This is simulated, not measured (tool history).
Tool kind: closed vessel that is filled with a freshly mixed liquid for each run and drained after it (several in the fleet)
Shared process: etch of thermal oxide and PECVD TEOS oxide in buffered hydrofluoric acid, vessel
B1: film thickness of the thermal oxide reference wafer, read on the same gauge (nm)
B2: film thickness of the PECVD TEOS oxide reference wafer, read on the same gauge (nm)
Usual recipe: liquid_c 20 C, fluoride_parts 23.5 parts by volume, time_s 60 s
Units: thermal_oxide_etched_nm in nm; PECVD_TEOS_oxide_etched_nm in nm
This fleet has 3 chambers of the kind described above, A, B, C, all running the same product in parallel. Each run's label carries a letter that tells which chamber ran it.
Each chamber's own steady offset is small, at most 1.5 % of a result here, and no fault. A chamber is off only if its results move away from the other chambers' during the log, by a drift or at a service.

Run 1C, hour 8.1: usual settings; B1 60.013; B2 100. Result: thermal_oxide_etched_nm 25.214 nm, PECVD_TEOS_oxide_etched_nm 44.685 nm.
Run 2B, hour 16.8: usual settings; B1 59.996; B2 99.958. Result: thermal_oxide_etched_nm 24.988 nm, PECVD_TEOS_oxide_etched_nm 44.973 nm.
At hour 18: chamber C: hydrofluoric acid flow meter replaced.
At hour 24.8: chamber A: hydrofluoric acid flow meter replaced.
Run 3A, hour 27: usual settings; B1 59.986; B2 100.01. Result: thermal_oxide_etched_nm 25.322 nm, PECVD_TEOS_oxide_etched_nm 45.501 nm.
Run 4A, hour 36.4: usual settings; B1 60.006; B2 99.975. Result: thermal_oxide_etched_nm 25.07 nm, PECVD_TEOS_oxide_etched_nm 44.544 nm.
Run 5B, hour 46.1: usual settings; B1 60.026; B2 100.02. Result: thermal_oxide_etched_nm 24.988 nm, PECVD_TEOS_oxide_etched_nm 45.329 nm.
Run 6C, hour 55.3: usual settings but fluoride_parts 16.5 parts by volume; B1 60.03; B2 100.02. Result: thermal_oxide_etched_nm 34.075 nm, PECVD_TEOS_oxide_etched_nm 60.77 nm.
Run 7A, hour 61.7: usual settings but fluoride_parts 16.5 parts by volume; B1 60.036; B2 99.997. Result: thermal_oxide_etched_nm 34.008 nm, PECVD_TEOS_oxide_etched_nm 59.229 nm.
Run 8C, hour 71.3: usual settings but fluoride_parts 16.5 parts by volume; B1 59.989; B2 99.983. Result: thermal_oxide_etched_nm 34.058 nm, PECVD_TEOS_oxide_etched_nm 60.269 nm.
Run 9B, hour 80.8: usual settings; B1 60.005; B2 99.982. Result: thermal_oxide_etched_nm 25.16 nm, PECVD_TEOS_oxide_etched_nm 44.884 nm.
Run 10C, hour 87.1: usual settings; B1 60.01; B2 100. Result: thermal_oxide_etched_nm 25.37 nm, PECVD_TEOS_oxide_etched_nm 45.066 nm.
Run 11B, hour 95: usual settings; B1 60.032; B2 99.988. Result: thermal_oxide_etched_nm 24.871 nm, PECVD_TEOS_oxide_etched_nm 45.044 nm.
Run 12A, hour 104: usual settings but fluoride_parts 28.5 parts by volume; B1 59.991; B2 99.998. Result: thermal_oxide_etched_nm 22.437 nm, PECVD_TEOS_oxide_etched_nm 39.051 nm.
Run 13B, hour 111.9: usual settings but fluoride_parts 28.5 parts by volume; B1 59.98; B2 99.972. Result: thermal_oxide_etched_nm 21.972 nm, PECVD_TEOS_oxide_etched_nm 39.013 nm.
Run 14A, hour 121.8: usual settings but fluoride_parts 28.5 parts by volume; B1 59.973; B2 99.978. Result: thermal_oxide_etched_nm 22.228 nm, PECVD_TEOS_oxide_etched_nm 39.441 nm.
Run 15C, hour 132.9: usual settings; B1 60.002; B2 99.997. Result: thermal_oxide_etched_nm 25.271 nm, PECVD_TEOS_oxide_etched_nm 44.937 nm.
Run 16C, hour 140.5: usual settings; B1 59.981; B2 99.975. Result: thermal_oxide_etched_nm 25.133 nm, PECVD_TEOS_oxide_etched_nm 44.501 nm.
Run 17A, hour 147.2: usual settings; B1 59.972; B2 99.999. Result: thermal_oxide_etched_nm 25.239 nm, PECVD_TEOS_oxide_etched_nm 44.504 nm.
Run 18B, hour 155.9: usual settings; B1 60.022; B2 99.994. Result: thermal_oxide_etched_nm 25.168 nm, PECVD_TEOS_oxide_etched_nm 45.27 nm.
Run 19B, hour 161.5: usual settings; B1 60.011; B2 100. Result: thermal_oxide_etched_nm 24.441 nm, PECVD_TEOS_oxide_etched_nm 45.017 nm.
Run 20A, hour 171.7: usual settings; B1 60.014; B2 100.02. Result: thermal_oxide_etched_nm 25.246 nm, PECVD_TEOS_oxide_etched_nm 44.395 nm.
Run 21C, hour 177.7: usual settings; B1 59.986; B2 99.991. Result: thermal_oxide_etched_nm 24.971 nm, PECVD_TEOS_oxide_etched_nm 45.47 nm.
Run 22B, hour 187.7: usual settings; B1 60.025; B2 99.997. Result: thermal_oxide_etched_nm 24.843 nm, PECVD_TEOS_oxide_etched_nm 44.882 nm.
Run 23C, hour 195.9: usual settings but liquid_c 22 C, time_s 45 s; B1 60.018; B2 100.02. Result: thermal_oxide_etched_nm 21.054 nm, PECVD_TEOS_oxide_etched_nm 38.032 nm.
Run 24A, hour 204.1: usual settings but liquid_c 22 C, time_s 45 s; B1 60.025; B2 99.99. Result: thermal_oxide_etched_nm 21.605 nm, PECVD_TEOS_oxide_etched_nm 37.484 nm.
Run 25A, hour 213.6: usual settings but liquid_c 22 C, time_s 45 s; B1 60.001; B2 99.999. Result: thermal_oxide_etched_nm 21.378 nm, PECVD_TEOS_oxide_etched_nm 37.154 nm.
Run 26B, hour 223.9: usual settings; B1 60.003; B2 100. Result: thermal_oxide_etched_nm 24.541 nm, PECVD_TEOS_oxide_etched_nm 45.093 nm.
Run 27C, hour 229.7: usual settings; B1 60.017; B2 100. Result: thermal_oxide_etched_nm 25.213 nm, PECVD_TEOS_oxide_etched_nm 45.027 nm.
Run 28B, hour 235.9: usual settings; B1 60.007; B2 100.02. Result: thermal_oxide_etched_nm 25.207 nm, PECVD_TEOS_oxide_etched_nm 44.438 nm.
Run 29A, hour 243.4: usual settings; B1 59.957; B2 99.978. Result: thermal_oxide_etched_nm 25.504 nm, PECVD_TEOS_oxide_etched_nm 45.082 nm.
Run 30C, hour 254.9: usual settings; B1 59.98; B2 99.993. Result: thermal_oxide_etched_nm 24.922 nm, PECVD_TEOS_oxide_etched_nm 44.623 nm.
Run 31A, hour 261.4: usual settings; B1 60; B2 99.992. Result: thermal_oxide_etched_nm 25.296 nm, PECVD_TEOS_oxide_etched_nm 44.729 nm.
Run 32B, hour 270.6: usual settings; B1 59.99; B2 99.986. Result: thermal_oxide_etched_nm 25.164 nm, PECVD_TEOS_oxide_etched_nm 44.964 nm.
Run 33C, hour 280.3: usual settings; B1 59.988; B2 100. Result: thermal_oxide_etched_nm 25.155 nm, PECVD_TEOS_oxide_etched_nm 44.668 nm.
Run 34C, hour 287.3: usual settings; B1 59.963; B2 99.997. Result: thermal_oxide_etched_nm 25.693 nm, PECVD_TEOS_oxide_etched_nm 44.729 nm.
Run 35B, hour 297.3: usual settings; B1 60.02; B2 100.01. Result: thermal_oxide_etched_nm 24.96 nm, PECVD_TEOS_oxide_etched_nm 45.015 nm.
Run 36A, hour 308.5: usual settings; B1 60.017; B2 99.999. Result: thermal_oxide_etched_nm 24.999 nm, PECVD_TEOS_oxide_etched_nm 45.036 nm.
Run 37B, hour 315: usual settings; B1 60.033; B2 100.02. Result: thermal_oxide_etched_nm 25.478 nm, PECVD_TEOS_oxide_etched_nm 44.726 nm.
Run 38C, hour 322.3: usual settings; B1 59.992; B2 99.991. Result: thermal_oxide_etched_nm 24.967 nm, PECVD_TEOS_oxide_etched_nm 45.441 nm.
Run 39A, hour 329.2: usual settings; B1 59.983; B2 99.998. Result: thermal_oxide_etched_nm 25.499 nm, PECVD_TEOS_oxide_etched_nm 44.472 nm.
Run 40B, hour 340: usual settings; B1 60.009; B2 100.02. Result: thermal_oxide_etched_nm 25.181 nm, PECVD_TEOS_oxide_etched_nm 45.109 nm.
Run 41A, hour 350.3: usual settings; B1 60.031; B2 100. Result: thermal_oxide_etched_nm 25.375 nm, PECVD_TEOS_oxide_etched_nm 44.287 nm.
Run 42C, hour 356.2: usual settings; B1 59.988; B2 99.984. Result: thermal_oxide_etched_nm 25.035 nm, PECVD_TEOS_oxide_etched_nm 44.78 nm.

Decide between three cases: one chamber stands off from its peers, the gauge reading all wafers drifts, or nothing is wrong past each chamber's small offset. Where a chamber is off, say which and what most likely put it there.

Nothing is wrong: each chamber keeps only its own small, steady offset and the gauge holds still.
